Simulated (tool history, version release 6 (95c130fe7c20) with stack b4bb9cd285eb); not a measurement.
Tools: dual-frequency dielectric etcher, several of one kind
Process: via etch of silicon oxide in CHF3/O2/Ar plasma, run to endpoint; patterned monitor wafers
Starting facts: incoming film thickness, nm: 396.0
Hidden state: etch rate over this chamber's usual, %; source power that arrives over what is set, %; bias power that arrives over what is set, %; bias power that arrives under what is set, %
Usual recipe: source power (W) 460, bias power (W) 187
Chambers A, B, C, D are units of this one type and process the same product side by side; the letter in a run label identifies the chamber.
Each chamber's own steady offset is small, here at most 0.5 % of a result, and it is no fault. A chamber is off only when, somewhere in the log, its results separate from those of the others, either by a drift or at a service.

run   hour  source power (W)  bias power (W)  hours since the last wet clean  hours since the last source power generator calibration  hours since the last bias power generator calibration  endpoint time (s)
       6.1  -- chamber C: wet clean of the chamber
 1C    6.1               460             187                             0.0                                                   2495.4                                                 1729.0             218.67
 2A   18.1               460             187                           312.2                                                   1557.5                                                 3388.7             216.98
 3B   26.4               460             187                           503.5                                                   2261.0                                                 1711.2             217.15
 4D   34.1               460             187                           208.6                                                   3072.9                                                 1916.4             218.77
 5D   41.8               510             187                           216.3                                                   3080.6                                                 1924.1             211.33
 6B   53.0               510             187                           530.1                                                   2287.6                                                 1737.8             210.42
 7C   59.5               510             187                            53.4                                                   2548.8                                                 1782.4             211.97
 8A   66.2               510             187                           360.3                                                   1605.6                                                 3436.8             210.50
 9D   76.9               460             187                           251.4                                                   3115.7                                                 1959.2             220.12
10B   85.6               460             187                           562.7                                                   2320.2                                                 1770.4             219.49
11C   94.2               460             187                            88.1                                                   2583.5                                                 1817.1             220.69
12A  102.4               460             187                           396.5                                                   1641.8                                                 3473.0             218.79
13C  110.7               460             187                           104.6                                                   2600.0                                                 1833.6             221.98
14A  119.1               460             187                           413.2                                                   1658.5                                                 3489.7             218.28
     123.1  -- chamber B: wet clean of the chamber
15B  130.3               460             187                             7.3                                                   2364.9                                                 1815.1             207.09
16D  142.1               460             187                           316.6                                                   3180.9                                                 2024.4             217.10
17C  147.9               460             187                           141.8                                                   2637.2                                                 1870.8             218.45
18B  158.1               460             187                            35.1                                                   2392.7                                                 1842.9             210.57
19D  168.0               460             187                           342.5                                                   3206.8                                                 2050.3             219.15
20A  178.2               460             187                           472.3                                                   1717.6                                                 3548.8             218.51
21C  191.1               460             187                           185.0                                                   2680.4                                                 1914.0             219.65
22B  197.3               460             187                            74.3                                                   2431.9                                                 1882.1             210.16
23D  207.9               460             187                           382.4                                                   3246.7                                                 2090.2             220.38
24A  216.9               460             187                           511.0                                                   1756.3                                                 3587.5             218.88
25D  229.4               460             187                           403.9                                                   3268.2                                                 2111.7             219.56
26C  238.9               460             187                           232.8                                                   2728.2                                                 1961.8             221.17
27B  248.0               460             187                           125.0                                                   2482.6                                                 1932.8             209.69
28A  255.4               460             187                           549.5                                                   1794.8                                                 3626.0             219.65
29A  267.5               460             187                           561.6                                                   1806.9                                                 3638.1             217.42

Does one chamber stand apart from the rest, does the shared gauge drift, or is all well apart from small per-chamber offsets? Give the chamber and the most likely cause, where there is one.

The work done on chamber B during a service left it standing apart from the others.
Cause: etch rate over this chamber's usual, % = 4.43.

Here are 4 candidates for chamber B's next run, each the usual settings with a change, their results left as question marks. Which one brings its results back in line with what the others give on the usual settings?
To be in line, a result may differ from the other chambers' mean on the usual settings by at most: endpoint time (s) 3.60
30B-1  276.7               360             187                                                                                                                                                                  ?
30B-2  276.7               530             210                                                                                                                                                                  ?
30B-3  276.7               460             211                                                                                                                                                                  ?
30B-4  276.7               430             177                                                                                                                                                                  ?

The other chambers' mean on the usual settings: endpoint time (s) 219.18
  run  endpoint time (s)
30B-1             230.27
30B-2             191.08
30B-3             201.22
30B-4             219.48
30B-4 puts the chamber back in line with the other chambers.
